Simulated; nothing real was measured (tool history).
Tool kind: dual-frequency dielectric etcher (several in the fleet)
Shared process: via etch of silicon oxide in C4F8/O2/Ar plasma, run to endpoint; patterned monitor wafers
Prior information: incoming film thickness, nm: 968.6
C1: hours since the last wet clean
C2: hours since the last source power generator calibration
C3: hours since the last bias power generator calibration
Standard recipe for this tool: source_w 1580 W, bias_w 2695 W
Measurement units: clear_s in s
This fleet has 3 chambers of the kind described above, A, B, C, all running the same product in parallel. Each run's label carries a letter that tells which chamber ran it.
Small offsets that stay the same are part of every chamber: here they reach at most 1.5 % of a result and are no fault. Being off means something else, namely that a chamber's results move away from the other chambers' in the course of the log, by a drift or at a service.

Run 1C, hour 10.6: usual settings; C1 36.6; C2 3385.5; C3 1695.8. Result: clear_s 190.08 s.
Run 2B, hour 17.7: usual settings; C1 293.3; C2 1759.1; C3 232.7. Result: clear_s 190.26 s.
Run 3A, hour 25.7: usual settings; C1 438.7; C2 448.9; C3 936.9. Result: clear_s 190.99 s.
Run 4C, hour 35.5: usual settings; C1 61.5; C2 3410.4; C3 1720.7. Result: clear_s 188.27 s.
Run 5B, hour 40.6: usual settings; C1 316.2; C2 1782.0; C3 255.6. Result: clear_s 191.44 s.
Run 6A, hour 51.1: usual settings; C1 464.1; C2 474.3; C3 962.3. Result: clear_s 192.25 s.
Run 7A, hour 61.5: usual settings; C1 474.5; C2 484.7; C3 972.7. Result: clear_s 191.49 s.
Run 8B, hour 72.1: usual settings; C1 347.7; C2 1813.5; C3 287.1. Result: clear_s 190.51 s.
Run 9C, hour 82.9: usual settings; C1 108.9; C2 3457.8; C3 1768.1. Result: clear_s 189.33 s.
Run 10C, hour 89.3: usual settings; C1 115.3; C2 3464.2; C3 1774.5. Result: clear_s 188.09 s.
Run 11B, hour 97.1: usual settings; C1 372.7; C2 1838.5; C3 312.1. Result: clear_s 190.42 s.
Run 12A, hour 106.6: usual settings; C1 519.6; C2 529.8; C3 1017.8. Result: clear_s 192.23 s.
Run 13B, hour 111.9: usual settings; C1 387.5; C2 1853.3; C3 326.9. Result: clear_s 189.77 s.
Run 14C, hour 118.4: usual settings; C1 144.4; C2 3493.3; C3 1803.6. Result: clear_s 190.12 s.
Run 15A, hour 126.9: usual settings; C1 539.9; C2 550.1; C3 1038.1. Result: clear_s 191.48 s.
Run 16C, hour 133.4: usual settings; C1 159.4; C2 3508.3; C3 1818.6. Result: clear_s 189.74 s.
At hour 135.0: chamber A: wet clean of the chamber.
Run 17A, hour 139.8: usual settings; C1 4.9; C2 563.0; C3 1051.0. Result: clear_s 197.18 s.
Run 18B, hour 148.1: usual settings; C1 423.7; C2 1889.5; C3 363.1. Result: clear_s 190.46 s.
Run 19A, hour 154.6: usual settings; C1 19.7; C2 577.8; C3 1065.8. Result: clear_s 198.51 s.
Run 20B, hour 162.4: usual settings; C1 438.0; C2 1903.8; C3 377.4. Result: clear_s 190.01 s.
Run 21C, hour 169.3: usual settings; C1 195.3; C2 3544.2; C3 1854.5. Result: clear_s 190.23 s.
Run 22A, hour 174.5: usual settings but source_w 1790 W, bias_w 2309 W; C1 39.6; C2 597.7; C3 1085.7. Result: clear_s 195.97 s.
Run 23C, hour 183.2: usual settings but source_w 1790 W, bias_w 2309 W; C1 209.2; C2 3558.1; C3 1868.4. Result: clear_s 187.87 s.
Run 24B, hour 189.1: usual settings but source_w 1790 W, bias_w 2309 W; C1 464.7; C2 1930.5; C3 404.1. Result: clear_s 189.82 s.
Run 25B, hour 199.0: usual settings; C1 474.6; C2 1940.4; C3 414.0. Result: clear_s 190.79 s.
Run 26C, hour 206.5: usual settings; C1 232.5; C2 3581.4; C3 1891.7. Result: clear_s 188.44 s.
Run 27A, hour 214.2: usual settings; C1 79.3; C2 637.4; C3 1125.4. Result: clear_s 198.90 s.
Run 28A, hour 224.8: usual settings but bias_w 3144 W; C1 89.9; C2 648.0; C3 1136.0. Result: clear_s 187.57 s.
At hour 226.7: chamber B: wet clean of the chamber.
Run 29B, hour 235.4: usual settings but bias_w 3144 W; C1 8.7; C2 1976.8; C3 450.4. Result: clear_s 181.57 s.
Run 30C, hour 244.1: usual settings but bias_w 3144 W; C1 270.1; C2 3619.0; C3 1929.3. Result: clear_s 180.85 s.
Run 31A, hour 251.2: usual settings; C1 116.3; C2 674.4; C3 1162.4. Result: clear_s 198.28 s.
Run 32B, hour 259.5: usual settings; C1 32.8; C2 2000.9; C3 474.5. Result: clear_s 189.76 s.
Run 33C, hour 264.3: usual settings; C1 290.3; C2 3639.2; C3 1949.5. Result: clear_s 190.43 s.
Run 34A, hour 273.1: usual settings but source_w 1340 W, bias_w 2285 W; C1 138.2; C2 696.3; C3 1184.3. Result: clear_s 221.18 s.
Run 35C, hour 281.1: usual settings but source_w 1340 W, bias_w 2285 W; C1 307.1; C2 3656.0; C3 1966.3. Result: clear_s 211.49 s.
Run 36B, hour 290.8: usual settings but source_w 1340 W, bias_w 2285 W; C1 64.1; C2 2032.2; C3 505.8. Result: clear_s 213.79 s.
Run 37C, hour 296.0: usual settings; C1 322.0; C2 3670.9; C3 1981.2. Result: clear_s 188.73 s.
Run 38A, hour 300.7: usual settings; C1 165.8; C2 723.9; C3 1211.9. Result: clear_s 198.13 s.

One chamber off, gauge drift, or nothing amiss beyond the chambers' own small offsets? If it is a chamber, which one, and what is the likeliest cause?

After it was serviced, chamber A no longer matches the other chambers.
What lies behind it: etch rate under this chamber's usual, % = 2.94.

Which of the 4 candidates below, each the usual settings with something changed and its results left as question marks, puts chamber A back in line with what the other chambers give on the usual settings?
Maximum distance from the other chambers' mean on the usual settings for a result to count as in line: clear_s 2.60 s
Run 39A-1, hour 308.4: usual settings but source_w 1680 W, bias_w 2825 W. Result: clear_s ?.
Run 39A-2, hour 308.4: usual settings but source_w 1800 W, bias_w 2978 W. Result: clear_s ?.
Run 39A-3, hour 308.4: usual settings but source_w 1480 W, bias_w 2565 W. Result: clear_s ?.
Run 39A-4, hour 308.4: usual settings but source_w 1280 W. Result: clear_s ?.

Other chambers, usual settings, mean: clear_s 189.94 s
  run  clear_s
39A-1   190.16
39A-2   182.03
39A-3   206.02
39A-4   214.81
39A-1 puts the chamber back in line with the other chambers.
